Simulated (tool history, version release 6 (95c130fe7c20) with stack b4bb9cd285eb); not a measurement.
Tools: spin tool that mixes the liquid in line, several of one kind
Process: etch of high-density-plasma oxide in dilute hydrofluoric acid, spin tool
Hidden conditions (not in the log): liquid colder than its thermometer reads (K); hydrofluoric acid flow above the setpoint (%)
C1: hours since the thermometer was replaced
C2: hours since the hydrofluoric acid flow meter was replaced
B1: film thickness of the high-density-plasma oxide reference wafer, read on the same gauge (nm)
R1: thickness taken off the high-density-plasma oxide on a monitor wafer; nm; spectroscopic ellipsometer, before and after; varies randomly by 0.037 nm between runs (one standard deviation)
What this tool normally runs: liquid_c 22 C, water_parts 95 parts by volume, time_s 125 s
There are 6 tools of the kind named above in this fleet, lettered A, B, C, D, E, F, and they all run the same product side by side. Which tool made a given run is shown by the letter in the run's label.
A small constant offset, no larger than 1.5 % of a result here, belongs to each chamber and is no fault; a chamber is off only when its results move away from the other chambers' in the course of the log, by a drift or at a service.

Run 1D, day 0.175: usual settings; C1 60.3; C2 1191.6; B1 140.02. Result: R1 6.6001 nm.
Run 2A, day 0.358: usual settings; C1 792.8; C2 43.0; B1 140.00. Result: R1 6.7135 nm.
Run 3E, day 0.742: usual settings; C1 627.7; C2 610.5; B1 140.05. Result: R1 6.6235 nm.
Run 4B, day 1.083: usual settings; C1 991.5; C2 1689.9; B1 139.99. Result: R1 6.6775 nm.
Run 5F, day 1.488: usual settings; C1 154.9; C2 784.1; B1 140.05. Result: R1 6.5997 nm.
Run 6C, day 1.858: usual settings; C1 1220.6; C2 649.7; B1 140.02. Result: R1 6.5794 nm.
Run 7F, day 2.096: usual settings; C1 169.5; C2 798.7; B1 139.95. Result: R1 6.5901 nm.
Run 8B, day 2.321: usual settings; C1 1021.2; C2 1719.6; B1 139.94. Result: R1 6.6332 nm.
Run 9D, day 2.633: usual settings; C1 119.3; C2 1250.6; B1 139.98. Result: R1 6.6247 nm.
Run 10E, day 2.867: usual settings but liquid_c 20 C, water_parts 125 parts by volume; C1 678.7; C2 661.5; B1 139.97. Result: R1 4.4959 nm.
Run 11C, day 3.212: usual settings but liquid_c 20 C, water_parts 125 parts by volume; C1 1253.1; C2 682.2; B1 140.08. Result: R1 4.5292 nm.
Run 12A, day 3.592: usual settings but liquid_c 20 C, water_parts 125 parts by volume; C1 870.4; C2 120.6; B1 139.97. Result: R1 4.4704 nm.
Run 13A, day 3.946: usual settings but liquid_c 20 C, water_parts 125 parts by volume; C1 878.9; C2 129.1; B1 139.95. Result: R1 4.4311 nm.
Run 14C, day 4.196: usual settings but liquid_c 20 C, water_parts 125 parts by volume; C1 1276.7; C2 705.8; B1 140.06. Result: R1 4.4736 nm.
Run 15F, day 4.379: usual settings but liquid_c 20 C, water_parts 125 parts by volume; C1 224.3; C2 853.5; B1 139.99. Result: R1 4.4507 nm.
Run 16E, day 4.750: usual settings; C1 723.9; C2 706.7; B1 140.05. Result: R1 6.6152 nm.
Run 17B, day 5.038: usual settings; C1 1086.4; C2 1784.8; B1 140.00. Result: R1 6.5852 nm.
Run 18D, day 5.254: usual settings; C1 182.2; C2 1313.5; B1 140.02. Result: R1 6.5866 nm.
Run 19C, day 5.633: usual settings; C1 1311.2; C2 740.3; B1 140.00. Result: R1 6.6289 nm.
Run 20B, day 5.854: usual settings; C1 1106.0; C2 1804.4; B1 140.04. Result: R1 6.6748 nm.
Run 21A, day 6.208: usual settings; C1 933.2; C2 183.4; B1 140.00. Result: R1 6.4693 nm.
Run 22D, day 6.392: usual settings; C1 209.5; C2 1340.8; B1 139.98. Result: R1 6.7080 nm.
Run 23E, day 6.779: usual settings; C1 772.6; C2 755.4; B1 140.00. Result: R1 6.5907 nm.
Run 24F, day 7.183: usual settings; C1 291.6; C2 920.8; B1 140.08. Result: R1 6.5993 nm.
Run 25A, day 7.525: usual settings; C1 964.8; C2 215.0; B1 139.97. Result: R1 6.4478 nm.
At day 7.533: chamber E: hydrofluoric acid flow meter replaced.
Run 26B, day 7.933: usual settings; C1 1155.9; C2 1854.3; B1 140.05. Result: R1 6.7232 nm.
Run 27C, day 8.304: usual settings; C1 1375.3; C2 804.4; B1 140.04. Result: R1 6.6698 nm.
Run 28D, day 8.496: usual settings; C1 260.0; C2 1391.3; B1 139.99. Result: R1 6.6541 nm.
Run 29F, day 8.704: usual settings; C1 328.1; C2 957.3; B1 139.98. Result: R1 6.6035 nm.
Run 30E, day 8.900: usual settings; C1 823.5; C2 32.8; B1 139.96. Result: R1 6.6064 nm.
Run 31B, day 9.154: usual settings; C1 1185.2; C2 1883.6; B1 140.02. Result: R1 6.6523 nm.
Run 32A, day 9.517: usual settings; C1 1012.6; C2 262.8; B1 139.98. Result: R1 6.3169 nm.
Run 33D, day 9.854: usual settings; C1 292.6; C2 1423.9; B1 139.99. Result: R1 6.7050 nm.
Run 34E, day 10.188: usual settings; C1 854.4; C2 63.7; B1 140.03. Result: R1 6.5946 nm.
Run 35F, day 10.504: usual settings; C1 371.3; C2 1000.5; B1 140.01. Result: R1 6.5878 nm.
Run 36C, day 10.896: usual settings; C1 1437.5; C2 866.6; B1 139.97. Result: R1 6.5803 nm.
Run 37A, day 11.254: usual settings; C1 1054.3; C2 304.5; B1 140.03. Result: R1 6.2240 nm.

Has any chamber moved away from the others, gradually or after a service, or does the common gauge drift, or do the chambers differ only by their own small steady offsets? State the chamber and the most likely cause if one applies.

Little by little, chamber A moves away from the other chambers.
Cause: liquid colder than its thermometer reads (K) = 1.75.
The log may not separate it from: hydrofluoric acid flow below the setpoint (%).

Chamber A could run next with any of the 4 candidate recipes listed below; each alters the usual settings, and their results appear as question marks. Which one brings its results back in line with what the other chambers deliver on the usual settings?
In line means no further than this from the other chambers' mean on the usual settings: R1 0.1300 nm
Run 38A-1, day 11.546: usual settings but liquid_c 21.5 C. Result: R1 ?.
Run 38A-2, day 11.546: usual settings but liquid_c 22.5 C. Result: R1 ?.
Run 38A-3, day 11.546: usual settings but liquid_c 23.5 C. Result: R1 ?.
Run 38A-4, day 11.546: usual settings but water_parts 100 parts by volume. Result: R1 ?.

The mean the other chambers reach with the usual settings: R1 6.6267 nm
  run      R1
38A-1  6.1005
38A-2  6.3592
38A-3  6.6263
38A-4  5.8783
With 38A-3, the chamber falls back in line with the rest.

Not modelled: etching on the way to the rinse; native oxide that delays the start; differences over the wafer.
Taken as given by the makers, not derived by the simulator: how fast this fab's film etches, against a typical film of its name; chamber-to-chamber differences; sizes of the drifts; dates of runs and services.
